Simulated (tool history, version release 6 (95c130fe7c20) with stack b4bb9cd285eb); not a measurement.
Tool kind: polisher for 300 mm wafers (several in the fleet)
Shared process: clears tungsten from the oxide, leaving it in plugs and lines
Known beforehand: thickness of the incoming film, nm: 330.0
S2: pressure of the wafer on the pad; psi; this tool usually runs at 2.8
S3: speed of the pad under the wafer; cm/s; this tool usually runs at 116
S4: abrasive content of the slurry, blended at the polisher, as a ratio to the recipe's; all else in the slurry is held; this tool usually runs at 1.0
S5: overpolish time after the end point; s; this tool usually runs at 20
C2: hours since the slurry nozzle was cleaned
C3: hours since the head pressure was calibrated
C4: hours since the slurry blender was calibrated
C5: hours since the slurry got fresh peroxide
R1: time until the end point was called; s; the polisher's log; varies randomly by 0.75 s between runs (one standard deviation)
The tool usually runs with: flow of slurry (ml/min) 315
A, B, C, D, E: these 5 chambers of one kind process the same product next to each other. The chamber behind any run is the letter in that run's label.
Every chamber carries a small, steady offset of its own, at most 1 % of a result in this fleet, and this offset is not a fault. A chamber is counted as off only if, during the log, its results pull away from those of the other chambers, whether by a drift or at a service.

-- hour=4.6 chamber D: worn pad replaced by a new one
run 1B hour=13.3 | flow_of_slurry_(ml/min)=315 S2=2.8 S3=116 S4=1.0 S5=20 | wafers_polished_on_this_pad=392 C2=80.9 C3=1101.2 C4=164.7 C5=127.4 | R1=84.771
-- hour=16.8 chamber B: slurry tank refilled with fresh slurry and peroxide
-- hour=20.6 chamber C: head pressure recalibrated
run 2D hour=21.4 | flow_of_slurry_(ml/min)=315 S2=2.8 S3=116 S4=1.0 S5=20 | wafers_polished_on_this_pad=178 C2=131.4 C3=29.7 C4=307.7 C5=87.8 | R1=83.933
run 3A hour=28.9 | flow_of_slurry_(ml/min)=315 S2=2.8 S3=116 S4=1.0 S5=20 | wafers_polished_on_this_pad=684 C2=346.2 C3=536.2 C4=208.4 C5=31.3 | R1=84.134
-- hour=32.9 chamber E: head pressure recalibrated
-- hour=34.5 chamber A: worn pad replaced by a new one
-- hour=38.5 chamber C: worn pad replaced by a new one
run 4C hour=38.6 | flow_of_slurry_(ml/min)=315 S2=2.8 S3=116 S4=1.0 S5=20 | wafers_polished_on_this_pad=1 C2=238.6 C3=18.1 C4=393.3 C5=120.2 | R1=84.847
-- hour=43.2 chamber E: slurry tank refilled with fresh slurry and peroxide
-- hour=43.4 chamber B: worn pad replaced by a new one
run 5E hour=49.6 | flow_of_slurry_(ml/min)=315 S2=2.8 S3=116 S4=1.0 S5=20 | wafers_polished_on_this_pad=970 C2=327.6 C3=16.7 C4=105.4 C5=6.5 | R1=86.390
-- hour=60.2 chamber D: slurry blender recalibrated
run 6C hour=60.6 | flow_of_slurry_(ml/min)=315 S2=2.8 S3=116 S4=1.0 S5=20 | wafers_polished_on_this_pad=234 C2=260.6 C3=40.1 C4=415.3 C5=142.2 | R1=86.270
-- hour=65.5 chamber E: slurry blender recalibrated
run 7D hour=69.0 | flow_of_slurry_(ml/min)=315 S2=2.8 S3=116 S4=1.0 S5=20 | wafers_polished_on_this_pad=683 C2=179.0 C3=77.3 C4=8.9 C5=135.4 | R1=86.297
-- hour=75.2 chamber A: slurry tank refilled with fresh slurry and peroxide
-- hour=81.5 chamber E: worn pad replaced by a new one
run 8B hour=83.1 | flow_of_slurry_(ml/min)=315 S2=2.8 S3=116 S4=1.0 S5=20 | wafers_polished_on_this_pad=422 C2=150.7 C3=1171.0 C4=234.5 C5=66.4 | R1=83.343
-- hour=88.9 chamber B: slurry blender recalibrated
run 9E hour=91.5 | flow_of_slurry_(ml/min)=315 S2=2.8 S3=116 S4=1.0 S5=20 | wafers_polished_on_this_pad=106 C2=369.5 C3=58.6 C4=26.0 C5=48.4 | R1=84.163
-- hour=95.8 chamber D: worn pad replaced by a new one
run 10A hour=99.6 | flow_of_slurry_(ml/min)=315 S2=2.8 S3=116 S4=1.0 S5=20 | wafers_polished_on_this_pad=691 C2=416.9 C3=606.9 C4=279.1 C5=24.4 | R1=85.030
-- hour=101.7 chamber A: worn pad replaced by a new one
-- hour=106.8 chamber C: slurry tank refilled with fresh slurry and peroxide
-- hour=110.5 chamber A: slurry blender recalibrated
run 11D hour=111.8 | flow_of_slurry_(ml/min)=315 S2=2.8 S3=116 S4=1.0 S5=20 | wafers_polished_on_this_pad=170 C2=221.8 C3=120.1 C4=51.7 C5=178.2 | R1=86.158
-- hour=118.0 chamber B: worn pad replaced by a new one
-- hour=119.8 chamber C: worn pad replaced by a new one
run 12E hour=124.2 | flow_of_slurry_(ml/min)=315 S2=2.8 S3=116 S4=1.0 S5=24 | wafers_polished_on_this_pad=453 C2=402.2 C3=91.3 C4=58.7 C5=81.1 | R1=85.525
-- hour=129.7 chamber C: slurry blender recalibrated
-- hour=132.4 chamber D: slurry tank refilled with fresh slurry and peroxide
run 13B hour=133.7 | flow_of_slurry_(ml/min)=315 S2=2.8 S3=116 S4=1.0 S5=24 | wafers_polished_on_this_pad=166 C2=201.3 C3=1221.6 C4=44.9 C5=117.0 | R1=85.679
-- hour=134.2 chamber B: slurry tank refilled with fresh slurry and peroxide
run 14A hour=142.8 | flow_of_slurry_(ml/min)=315 S2=2.8 S3=116 S4=1.0 S5=24 | wafers_polished_on_this_pad=436 C2=460.1 C3=650.1 C4=32.4 C5=67.6 | R1=85.512
-- hour=149.2 chamber E: slurry tank refilled with fresh slurry and peroxide
run 15C hour=152.1 | flow_of_slurry_(ml/min)=315 S2=2.8 S3=116 S4=1.0 S5=24 | wafers_polished_on_this_pad=343 C2=352.1 C3=131.6 C4=22.4 C5=45.4 | R1=85.196
-- hour=154.6 chamber A: slurry tank refilled with fresh slurry and peroxide
run 16D hour=158.4 | flow_of_slurry_(ml/min)=315 S2=2.8 S3=116 S4=1.0 S5=24 | wafers_polished_on_this_pad=664 C2=268.4 C3=166.7 C4=98.3 C5=26.0 | R1=84.976
run 17E hour=169.6 | flow_of_slurry_(ml/min)=315 S2=2.8 S3=116 S4=1.0 S5=20 | wafers_polished_on_this_pad=934 C2=447.6 C3=136.7 C4=104.1 C5=20.5 | R1=85.475
-- hour=170.0 chamber A: worn pad replaced by a new one
run 18C hour=181.4 | flow_of_slurry_(ml/min)=315 S2=2.8 S3=116 S4=1.0 S5=20 | wafers_polished_on_this_pad=654 C2=381.4 C3=160.9 C4=51.7 C5=74.7 | R1=84.738
run 19A hour=187.8 | flow_of_slurry_(ml/min)=315 S2=2.8 S3=116 S4=1.0 S5=20 | wafers_polished_on_this_pad=189 C2=505.1 C3=695.1 C4=77.4 C5=33.3 | R1=84.542
-- hour=190.1 chamber E: worn pad replaced by a new one
-- hour=191.2 chamber C: worn pad replaced by a new one
-- hour=199.1 chamber B: worn pad replaced by a new one
run 20B hour=202.0 | flow_of_slurry_(ml/min)=315 S2=2.8 S3=116 S4=1.0 S5=20 | wafers_polished_on_this_pad=31 C2=269.6 C3=1289.9 C4=113.2 C5=67.8 | R1=85.683
-- hour=202.5 chamber D: worn pad replaced by a new one
run 21C hour=213.8 | flow_of_slurry_(ml/min)=315 S2=2.8 S3=116 S4=1.0 S5=20 | wafers_polished_on_this_pad=240 C2=413.8 C3=193.3 C4=84.1 C5=107.1 | R1=85.791
-- hour=214.0 chamber E: slurry blender recalibrated
run 22E hour=221.8 | flow_of_slurry_(ml/min)=315 S2=2.8 S3=116 S4=1.0 S5=20 | wafers_polished_on_this_pad=337 C2=499.8 C3=188.9 C4=7.8 C5=72.7 | R1=84.771
run 23B hour=235.5 | flow_of_slurry_(ml/min)=315 S2=2.8 S3=116 S4=1.0 S5=20 | wafers_polished_on_this_pad=386 C2=303.1 C3=1323.4 C4=146.7 C5=101.3 | R1=85.053
-- hour=238.1 chamber A: slurry tank refilled with fresh slurry and peroxide
-- hour=240.0 chamber E: slurry tank refilled with fresh slurry and peroxide
run 24A hour=242.0 | flow_of_slurry_(ml/min)=410 S2=2.8 S3=116 S4=1.0 S5=20 | wafers_polished_on_this_pad=764 C2=559.3 C3=749.3 C4=131.6 C5=3.9 | R1=84.425
-- hour=247.4 chamber A: worn pad replaced by a new one
-- hour=249.9 chamber B: slurry nozzle cleaned
run 25D hour=253.3 | flow_of_slurry_(ml/min)=410 S2=2.8 S3=116 S4=1.0 S5=20 | wafers_polished_on_this_pad=539 C2=363.3 C3=261.6 C4=193.2 C5=120.9 | R1=83.301
-- hour=256.2 chamber A: slurry nozzle cleaned
run 26D hour=266.2 | flow_of_slurry_(ml/min)=410 S2=2.8 S3=116 S4=1.0 S5=20 | wafers_polished_on_this_pad=676 C2=376.2 C3=274.5 C4=206.1 C5=133.8 | R1=83.526
-- hour=266.5 chamber C: slurry tank refilled with fresh slurry and peroxide
-- hour=267.8 chamber B: slurry tank refilled with fresh slurry and peroxide
-- hour=269.8 chamber C: worn pad replaced by a new one
-- hour=270.2 chamber B: worn pad replaced by a new one
-- hour=271.1 chamber E: slurry nozzle cleaned
run 27A hour=277.9 | flow_of_slurry_(ml/min)=410 S2=2.8 S3=116 S4=1.0 S5=20 | wafers_polished_on_this_pad=324 C2=21.7 C3=785.2 C4=167.5 C5=39.8 | R1=84.476
run 28E hour=285.1 | flow_of_slurry_(ml/min)=410 S2=2.8 S3=116 S4=1.0 S5=20 | wafers_polished_on_this_pad=1008 C2=14.1 C3=252.2 C4=71.1 C5=45.1 | R1=82.349
run 29B hour=297.7 | flow_of_slurry_(ml/min)=315 S2=2.8 S3=116 S4=1.0 S5=20 | wafers_polished_on_this_pad=291 C2=47.9 C3=1385.6 C4=208.9 C5=29.9 | R1=84.704
-- hour=301.3 chamber D: worn pad replaced by a new one
-- hour=311.3 chamber A: worn pad replaced by a new one
run 30C hour=311.3 | flow_of_slurry_(ml/min)=315 S2=2.8 S3=116 S4=1.0 S5=20 | wafers_polished_on_this_pad=440 C2=511.3 C3=290.8 C4=181.6 C5=44.9 | R1=85.814
-- hour=315.0 chamber E: worn pad replaced by a new one
run 31C hour=319.8 | flow_of_slurry_(ml/min)=315 S2=2.8 S3=116 S4=1.0 S5=20 | wafers_polished_on_this_pad=530 C2=519.8 C3=299.3 C4=190.1 C5=53.4 | R1=84.100
-- hour=321.4 chamber A: slurry tank refilled with fresh slurry and peroxide
run 32A hour=329.9 | flow_of_slurry_(ml/min)=315 S2=2.8 S3=116 S4=1.0 S5=20 | wafers_polished_on_this_pad=198 C2=73.7 C3=837.2 C4=219.5 C5=8.5 | R1=85.749
run 33D hour=338.8 | flow_of_slurry_(ml/min)=315 S2=2.8 S3=116 S4=1.0 S5=20 | wafers_polished_on_this_pad=398 C2=448.8 C3=347.1 C4=278.7 C5=206.4 | R1=83.261
-- hour=344.0 chamber B: worn pad replaced by a new one
-- hour=345.2 chamber E: slurry tank refilled with fresh slurry and peroxide
run 34E hour=351.6 | flow_of_slurry_(ml/min)=315 S2=2.8 S3=116 S4=1.0 S5=20 | wafers_polished_on_this_pad=388 C2=80.6 C3=318.7 C4=137.6 C5=6.4 | R1=84.266
run 35B hour=358.8 | flow_of_slurry_(ml/min)=315 S2=2.8 S3=116 S4=1.0 S5=20 | wafers_polished_on_this_pad=158 C2=109.0 C3=1446.7 C4=270.0 C5=91.0 | R1=83.660
run 36A hour=368.6 | flow_of_slurry_(ml/min)=315 S2=2.8 S3=116 S4=1.3 S5=30 | wafers_polished_on_this_pad=608 C2=112.4 C3=875.9 C4=258.2 C5=47.2 | R1=80.714

What goes on in this fleet: one chamber off, a drifting gauge, or nothing beyond the chambers' own small offsets? Name the chamber and the cause, if any.

Neither any chamber nor the gauge drifts; the chambers differ only by their own small, steady offsets.
